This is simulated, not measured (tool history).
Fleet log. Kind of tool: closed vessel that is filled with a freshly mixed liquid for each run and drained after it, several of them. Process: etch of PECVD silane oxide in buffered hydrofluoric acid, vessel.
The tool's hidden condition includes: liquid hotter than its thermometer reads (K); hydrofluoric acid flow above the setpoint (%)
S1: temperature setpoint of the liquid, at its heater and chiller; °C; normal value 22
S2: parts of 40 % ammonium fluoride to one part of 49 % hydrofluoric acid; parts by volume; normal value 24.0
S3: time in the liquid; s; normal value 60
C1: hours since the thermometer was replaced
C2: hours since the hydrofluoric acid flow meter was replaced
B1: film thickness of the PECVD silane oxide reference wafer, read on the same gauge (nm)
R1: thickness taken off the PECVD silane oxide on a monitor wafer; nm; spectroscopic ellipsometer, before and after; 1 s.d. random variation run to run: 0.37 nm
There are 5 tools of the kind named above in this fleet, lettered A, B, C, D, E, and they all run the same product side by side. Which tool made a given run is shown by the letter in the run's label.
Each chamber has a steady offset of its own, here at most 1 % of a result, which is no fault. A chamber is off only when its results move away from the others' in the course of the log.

run     day  S1    S2  S3      C1      C2      B1       R1
 1B   0.433  22  24.0  60   197.7   526.5  150.00   75.860
 2C   0.896  22  24.0  60   503.4  1205.0  150.00   75.923
 3A   1.454  22  24.0  60   331.7   532.0  150.00   75.980
      1.883  -- chamber E: hydrofluoric acid flow meter replaced
 4E   1.975  22  24.0  60  1402.3     2.3  150.01   75.726
 5D   2.225  22  24.0  60    97.7   569.7  149.93   76.525
 6A   2.712  26  24.0  60   361.9   562.2  149.95   93.423
 7D   3.083  26  24.0  60   118.3   590.3  149.99   94.481
 8C   3.375  26  24.0  60   562.9  1264.5  150.03   94.493
 9E   3.792  26  24.0  60  1445.9    45.9  149.98   94.277
10B   4.150  26  24.0  60   286.9   615.7  150.01   94.007
11E   4.529  22  24.0  60  1463.6    63.6  149.99   76.180
12B   4.854  22  24.0  60   303.8   632.6  149.98   75.336
13A   5.196  22  24.0  60   421.5   621.8  149.97   75.848
      5.525  -- chamber B: hydrofluoric acid flow meter replaced
14D   5.646  22  24.0  60   179.8   651.8  149.99   76.711
15C   5.942  22  24.0  75   624.5  1326.1  149.98   94.823
16E   6.358  22  24.0  75  1507.5   107.5  150.02   95.610
17A   6.654  22  24.0  75   456.5   656.8  149.95   94.333
18C   7.142  22  24.0  75   653.3  1354.9  150.02   94.808
19B   7.492  22  24.0  75   367.1    47.3  150.02   94.316
20D   8.025  22  24.0  60   236.9   708.9  150.03   75.865
21E   8.542  22  16.5  45  1559.9   159.9  149.98   78.095
22A   8.867  22  16.5  45   509.6   709.9  150.02   78.371
23B   9.325  22  16.5  45   411.1    91.3  149.98   77.261
24C   9.854  22  16.5  45   718.4  1420.0  150.03   77.539
25D  10.417  22  16.5  45   294.3   766.3  150.01   77.810
26C  10.700  22  24.0  85   738.7  1440.3  150.01  107.350
27D  11.117  22  24.0  85   311.1   783.1  149.96  107.050
28E  11.396  22  24.0  85  1628.4   228.4  150.04  107.830
29B  11.717  22  24.0  85   468.5   148.7  150.00  105.650
30A  12.154  22  24.0  85   588.5   788.8  150.02  107.490
31D  12.488  22  24.0  60   344.0   816.0  149.99   76.482
32C  12.800  22  24.0  60   789.1  1490.7  150.01   75.385
33B  13.262  22  24.0  60   505.6   185.8  149.96   74.815
34E  13.762  22  24.0  60  1685.2   285.2  150.00   76.143
35A  14.250  22  24.0  60   638.8   839.1  149.94   74.939
36B  14.704  20  24.0  60   540.2   220.4  150.00   67.220
37D  15.054  20  24.0  60   405.6   877.6  150.00   68.735
38C  15.383  20  24.0  60   851.1  1552.7  149.97   67.969

One chamber off, gauge drift, or nothing amiss beyond the chambers' own small offsets? If it is a chamber, which one, and what is the likeliest cause?

Nothing is wrong: each chamber keeps only its own small, steady offset and the gauge holds still.

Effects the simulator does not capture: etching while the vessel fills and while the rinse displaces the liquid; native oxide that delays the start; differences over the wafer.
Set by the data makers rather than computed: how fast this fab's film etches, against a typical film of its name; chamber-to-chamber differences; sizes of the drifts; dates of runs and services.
